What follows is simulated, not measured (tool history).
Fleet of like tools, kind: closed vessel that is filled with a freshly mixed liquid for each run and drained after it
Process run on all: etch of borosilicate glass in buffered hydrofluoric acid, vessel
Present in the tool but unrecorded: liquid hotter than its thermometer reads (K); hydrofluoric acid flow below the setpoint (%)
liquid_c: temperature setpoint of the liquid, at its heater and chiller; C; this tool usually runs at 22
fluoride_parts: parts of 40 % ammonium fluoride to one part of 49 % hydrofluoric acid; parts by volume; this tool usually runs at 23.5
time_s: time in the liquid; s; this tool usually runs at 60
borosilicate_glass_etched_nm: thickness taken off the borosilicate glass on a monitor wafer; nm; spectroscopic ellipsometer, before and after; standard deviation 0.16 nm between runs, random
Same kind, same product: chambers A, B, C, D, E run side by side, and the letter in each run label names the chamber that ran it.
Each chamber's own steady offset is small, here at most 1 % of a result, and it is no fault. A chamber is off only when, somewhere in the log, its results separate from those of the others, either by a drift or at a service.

run,day,liquid_c,fluoride_parts,time_s,hours since the thermometer was replaced,hours since the hydrofluoric acid flow meter was replaced,"read-back film thickness of the borosilicate glass reference wafer, read on the same gauge (nm)",borosilicate_glass_etched_nm
1A,0.2,22,23.5,60,380.9,1903.6,40,30.124
2D,0.379,22,23.5,60,282.1,715.8,39.987,30.581
3C,0.529,22,23.5,60,1444,828.1,39.99,29.713
4B,0.762,22,23.5,60,375.4,1473.4,39.961,30.357
5E,0.929,22,23.5,60,111.1,1520.3,40.01,30.488
6D,1.175,22,23.5,60,301.2,734.9,39.984,30.324
# day 1.271: chamber C: thermometer replaced
7C,1.333,22,23.5,60,1.5,847.4,40.006,30.145
8A,1.546,22,23.5,60,413.2,1935.9,40.006,30.31
9B,1.704,22,23.5,60,398,1496,39.979,30.536
10E,1.908,22,23.5,60,134.6,1543.8,40.002,30.69
11A,2.133,22,23.5,60,427.3,1950,40.01,30.542
12C,2.375,22,23.5,60,26.5,872.4,39.987,29.853
13E,2.621,22,23.5,60,151.7,1560.9,39.979,30.508
14B,2.808,22,23.5,60,424.5,1522.5,40.024,30.84
15D,2.925,22,23.5,60,343.2,776.9,39.983,30.897
16B,3.075,22,23.5,60,430.9,1528.9,40,30.895
17C,3.312,22,23.5,60,49,894.9,40.003,29.856
18A,3.471,22,23.5,60,459.4,1982.1,40.012,30.223
19E,3.65,22,23.5,60,176.4,1585.6,39.973,30.503
20D,3.838,22,23.5,60,365.1,798.8,39.996,30.666
21A,4.021,22,23.5,60,472.6,1995.3,40.025,30.167
22E,4.146,22,23.5,60,188.3,1597.5,39.991,30.256
23C,4.271,22,23.5,60,72,917.9,39.984,30.041
24B,4.433,22,23.5,60,463.5,1561.5,39.995,31.237
25D,4.658,22,23.5,60,384.8,818.5,39.996,30.347
26C,4.896,22,28,35,87,932.9,40.011,15.523
27A,5.046,22,28,35,497.2,2019.9,39.998,15.608
28D,5.208,22,28,35,398,831.7,40.039,15.85
29E,5.467,22,28,35,220,1629.2,39.995,15.795
30B,5.667,22,28,35,493.1,1591.1,39.998,16.305
31A,5.804,22,23.5,60,515.4,2038.1,39.993,30.396
32C,6.008,22,23.5,60,113.7,959.6,40,30.106
33B,6.233,22,23.5,60,506.7,1604.7,39.998,31.58
34D,6.462,22,23.5,60,428.1,861.8,39.984,30.48
35E,6.617,18.5,17,60,247.6,1656.8,39.989,32.636
36D,6.829,18.5,17,60,436.9,870.6,40.006,32.981

All 5 chambers run these settings next. Forecast each chamber's results:
37A,7.017,22,19.5,60,,,,?
37B,7.017,22,19.5,60,,,,?
37C,7.017,22,19.5,60,,,,?
37D,7.017,22,19.5,60,,,,?
37E,7.017,22,19.5,60,,,,?

run,borosilicate_glass_etched_nm
37A,34.526
37B,36.297
37C,34.314
37D,35.135
37E,34.653
